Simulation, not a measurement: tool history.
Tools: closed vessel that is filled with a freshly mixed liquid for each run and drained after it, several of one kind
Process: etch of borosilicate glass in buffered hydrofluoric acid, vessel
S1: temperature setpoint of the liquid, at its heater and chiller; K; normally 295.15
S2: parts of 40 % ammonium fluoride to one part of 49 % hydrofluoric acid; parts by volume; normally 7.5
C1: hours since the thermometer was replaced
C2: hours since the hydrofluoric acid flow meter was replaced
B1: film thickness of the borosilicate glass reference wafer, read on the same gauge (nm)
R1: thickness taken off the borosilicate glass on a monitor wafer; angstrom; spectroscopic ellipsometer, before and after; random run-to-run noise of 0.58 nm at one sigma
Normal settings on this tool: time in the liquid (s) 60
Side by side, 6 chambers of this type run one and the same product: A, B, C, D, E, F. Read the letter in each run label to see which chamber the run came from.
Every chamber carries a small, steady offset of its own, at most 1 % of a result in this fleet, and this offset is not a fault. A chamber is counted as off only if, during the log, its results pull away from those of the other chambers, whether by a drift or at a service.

Run 1A, day 0.121: usual settings; C1 471; C2 128.4; B1 40.006. Result: R1 938.93 angstrom.
At day 0.138: chamber F: hydrofluoric acid flow meter replaced.
Run 2F, day 0.25: usual settings; C1 485.5; C2 2.8; B1 40.002. Result: R1 941.7 angstrom.
Run 3B, day 0.45: usual settings; C1 1141.8; C2 1161.3; B1 40.019. Result: R1 945.53 angstrom.
Run 4C, day 0.583: usual settings; C1 2446.5; C2 472.2; B1 40.011. Result: R1 939.05 angstrom.
Run 5D, day 0.767: usual settings; C1 204.1; C2 376.4; B1 40.002. Result: R1 929.49 angstrom.
Run 6E, day 0.883: usual settings; C1 2515; C2 116.3; B1 39.99. Result: R1 936.77 angstrom.
Run 7E, day 1.033: usual settings; C1 2518.6; C2 119.9; B1 39.995. Result: R1 947.94 angstrom.
Run 8B, day 1.212: usual settings; C1 1160.1; C2 1179.6; B1 40.003. Result: R1 957.63 angstrom.
Run 9D, day 1.367: usual settings; C1 218.5; C2 390.8; B1 39.995. Result: R1 936.51 angstrom.
Run 10A, day 1.475: usual settings; C1 503.5; C2 160.9; B1 39.99. Result: R1 949.86 angstrom.
Run 11C, day 1.667: usual settings; C1 2472.5; C2 498.2; B1 39.989. Result: R1 944.74 angstrom.
Run 12F, day 1.842: usual settings; C1 523.7; C2 41; B1 40.019. Result: R1 942.25 angstrom.
Run 13E, day 2.058: usual settings; C1 2543.2; C2 144.5; B1 40.005. Result: R1 956.98 angstrom.
Run 14D, day 2.275: usual settings; C1 240.3; C2 412.6; B1 40.011. Result: R1 936.3 angstrom.
Run 15B, day 2.438: usual settings; C1 1189.5; C2 1209; B1 39.99. Result: R1 952.77 angstrom.
Run 16A, day 2.65: usual settings; C1 531.7; C2 189.1; B1 39.996. Result: R1 934.46 angstrom.
Run 17C, day 2.808: usual settings; C1 2499.9; C2 525.6; B1 39.999. Result: R1 943.7 angstrom.
Run 18F, day 3: usual settings; C1 551.5; C2 68.8; B1 39.993. Result: R1 942.84 angstrom.
Run 19A, day 3.108: usual settings; C1 542.7; C2 200.1; B1 39.975. Result: R1 941.46 angstrom.
Run 20E, day 3.338: usual settings; C1 2573.9; C2 175.2; B1 39.985. Result: R1 933.99 angstrom.
Run 21D, day 3.479: usual settings; C1 269.2; C2 441.5; B1 39.985. Result: R1 940.55 angstrom.
Run 22B, day 3.654: usual settings; C1 1218.7; C2 1238.2; B1 40.012. Result: R1 939.58 angstrom.
At day 3.671: chamber F: thermometer replaced.
Run 23C, day 3.829: usual settings; C1 2524.4; C2 550.1; B1 39.994. Result: R1 933.62 angstrom.
Run 24F, day 3.971: usual settings; C1 7.2; C2 92.1; B1 39.99. Result: R1 952.64 angstrom.
Run 25E, day 4.146: usual settings but S1 290.15 K, S2 6.5 parts by volume; C1 2593.3; C2 194.6; B1 40.011. Result: R1 828.06 angstrom.
Run 26B, day 4.262: usual settings but S1 290.15 K, S2 6.5 parts by volume; C1 1233.3; C2 1252.8; B1 39.993. Result: R1 836.74 angstrom.
Run 27C, day 4.504: usual settings but S1 290.15 K, S2 6.5 parts by volume; C1 2540.6; C2 566.3; B1 40.007. Result: R1 829.81 angstrom.
Run 28F, day 4.717: usual settings but S1 290.15 K, S2 6.5 parts by volume; C1 25.1; C2 110; B1 40.003. Result: R1 836.25 angstrom.
Run 29A, day 4.9: usual settings but S1 290.15 K, S2 6.5 parts by volume; C1 585.7; C2 243.1; B1 40. Result: R1 830.22 angstrom.
Run 30D, day 5.012: usual settings but S1 290.15 K, S2 6.5 parts by volume; C1 306; C2 478.3; B1 40.011. Result: R1 815.03 angstrom.
Run 31A, day 5.146: usual settings; C1 591.6; C2 249; B1 39.981. Result: R1 941.45 angstrom.
Run 32F, day 5.346: usual settings; C1 40.2; C2 125.1; B1 40. Result: R1 946.98 angstrom.
Run 33B, day 5.562: usual settings; C1 1264.5; C2 1284; B1 40.012. Result: R1 935.49 angstrom.
At day 5.604: chamber C: thermometer replaced.
Run 34E, day 5.775: usual settings but S1 298.15 K, time in the liquid (s) 75; C1 2632.4; C2 233.7; B1 39.999. Result: R1 1398.1 angstrom.
Run 35C, day 5.888: usual settings but S1 298.15 K, time in the liquid (s) 75; C1 6.9; C2 599.5; B1 40.015. Result: R1 1407.9 angstrom.
Run 36D, day 6.1: usual settings but S1 298.15 K, time in the liquid (s) 75; C1 332.1; C2 504.4; B1 39.992. Result: R1 1364.6 angstrom.
Run 37F, day 6.325: usual settings but S1 298.15 K, time in the liquid (s) 75; C1 63.7; C2 148.6; B1 39.995. Result: R1 1383 angstrom.
Run 38C, day 6.546: usual settings but S1 298.15 K, time in the liquid (s) 75; C1 22.7; C2 615.3; B1 39.999. Result: R1 1397.9 angstrom.
Run 39E, day 6.738: usual settings but S1 298.15 K, time in the liquid (s) 75; C1 2655.5; C2 256.8; B1 39.972. Result: R1 1378.6 angstrom.
Run 40A, day 6.975: usual settings; C1 635.5; C2 292.9; B1 39.992. Result: R1 934.03 angstrom.

The same settings go to every chamber for the next run, one line per chamber below. Forecast the results for each:
Run 41A, day 7.15: usual settings but time in the liquid (s) 80. Result: R1 ?.
Run 41B, day 7.15: usual settings but time in the liquid (s) 80. Result: R1 ?.
Run 41C, day 7.15: usual settings but time in the liquid (s) 80. Result: R1 ?.
Run 41D, day 7.15: usual settings but time in the liquid (s) 80. Result: R1 ?.
Run 41E, day 7.15: usual settings but time in the liquid (s) 80. Result: R1 ?.
Run 41F, day 7.15: usual settings but time in the liquid (s) 80. Result: R1 ?.

run      R1
41A  1247.5
41B  1263.5
41C  1262.5
41D    1259
41E  1262.6
41F  1263.2
